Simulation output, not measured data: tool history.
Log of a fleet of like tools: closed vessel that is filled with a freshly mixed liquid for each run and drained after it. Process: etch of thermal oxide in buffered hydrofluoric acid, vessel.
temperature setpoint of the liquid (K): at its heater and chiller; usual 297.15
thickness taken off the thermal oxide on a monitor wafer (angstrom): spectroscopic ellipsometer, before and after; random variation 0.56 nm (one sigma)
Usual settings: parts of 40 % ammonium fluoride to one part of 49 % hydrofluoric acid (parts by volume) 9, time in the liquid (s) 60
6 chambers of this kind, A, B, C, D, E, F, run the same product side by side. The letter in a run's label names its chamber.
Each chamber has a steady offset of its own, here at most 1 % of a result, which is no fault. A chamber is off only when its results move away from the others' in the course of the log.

run	day	temperature setpoint of the liquid (K)	parts of 40 % ammonium fluoride to one part of 49 % hydrofluoric acid (parts by volume)	time in the liquid (s)	hours since the thermometer was replaced	hours since the hydrofluoric acid flow meter was replaced	read-back film thickness of the thermal oxide reference wafer, read on the same gauge (nm)	thickness taken off the thermal oxide on a monitor wafer (angstrom)
1F	0.379	297.15	9	60	109.4	522.2	149.98	752.48
# day 0.779: chamber A: thermometer replaced
2E	1.008	297.15	9	60	456.4	1320.8	149.97	758.79
3C	1.492	297.15	9	60	1976.4	223.3	149.99	755.37
4B	2.062	297.15	9	60	662.7	275.4	150.00	753.28
5A	2.475	297.15	9	60	40.8	2226.8	149.97	753.48
6D	3.021	297.15	9	60	441.1	231.9	149.96	768.57
7E	3.383	297.15	9	60	513.4	1377.8	149.99	765.92
8A	3.692	297.15	9	60	70.0	2256.0	150.01	758.36
9D	4.217	297.15	9	60	469.8	260.6	150.01	767.62
10B	4.554	297.15	9	60	722.5	335.2	149.99	763.96
11F	4.838	297.15	9	60	216.4	629.2	149.99	743.15
12C	5.117	297.15	9	60	2063.4	310.3	150.02	761.75
13B	5.729	297.15	9	60	750.7	363.4	150.01	755.65
14E	6.150	297.15	9	60	579.8	1444.2	149.98	770.81
15A	6.617	297.15	9	60	140.2	2326.2	150.03	760.97
16C	7.046	297.15	9	60	2109.7	356.6	150.01	772.60
17D	7.667	297.15	9	60	552.6	343.4	150.00	760.41
18F	8.138	297.15	9	60	295.6	708.4	149.98	743.11
19C	8.529	297.15	9	60	2145.3	392.2	150.02	765.84
20B	9.012	297.15	9	60	829.5	442.2	149.99	746.95
# day 9.404: chamber E: thermometer replaced
21E	9.450	297.15	9	60	1.2	1523.4	149.99	757.14
# day 9.492: chamber C: thermometer replaced
22F	9.925	297.15	9	60	338.5	751.3	150.01	728.31
23A	10.400	297.15	9	60	231.0	2417.0	150.00	763.74
# day 10.629: chamber D: hydrofluoric acid flow meter replaced
24D	11.050	297.15	9	60	633.8	10.1	150.00	752.03
25D	11.662	297.15	9	60	648.5	24.8	150.04	778.16
# day 12.246: chamber F: hydrofluoric acid flow meter replaced
26E	12.275	297.15	9	60	69.0	1591.2	150.01	764.42
27A	12.667	297.15	9	60	285.4	2471.4	150.01	760.82
28B	13.138	297.15	9	60	928.5	541.2	149.94	762.64
# day 13.425: chamber B: thermometer replaced
29F	13.454	297.15	9	60	423.2	29.0	149.99	704.32
30C	13.892	297.15	9	45	105.6	520.9	150.02	574.97
31E	14.475	297.15	9	45	121.8	1644.0	150.04	577.04
32D	14.817	297.15	9	45	724.2	100.5	149.97	579.03
33A	15.312	297.15	9	45	348.9	2534.9	149.93	568.38
34C	15.850	297.15	9	45	152.6	567.9	150.01	570.42
35B	16.421	297.15	9	45	71.9	620.0	149.97	567.66
36F	16.842	297.15	9	60	504.5	110.3	149.96	678.70
37D	17.458	297.15	9	60	787.6	163.9	150.01	762.78

All 6 chambers run these settings next. Forecast each chamber's results:
38A	17.921	297.15	9	60				?
38B	17.921	297.15	9	60				?
38C	17.921	297.15	9	60				?
38D	17.921	297.15	9	60				?
38E	17.921	297.15	9	60				?
38F	17.921	297.15	9	60				?

run	thickness taken off the thermal oxide on a monitor wafer (angstrom)
38A	749.97
38B	760.14
38C	758.37
38D	758.40
38E	769.59
38F	684.64
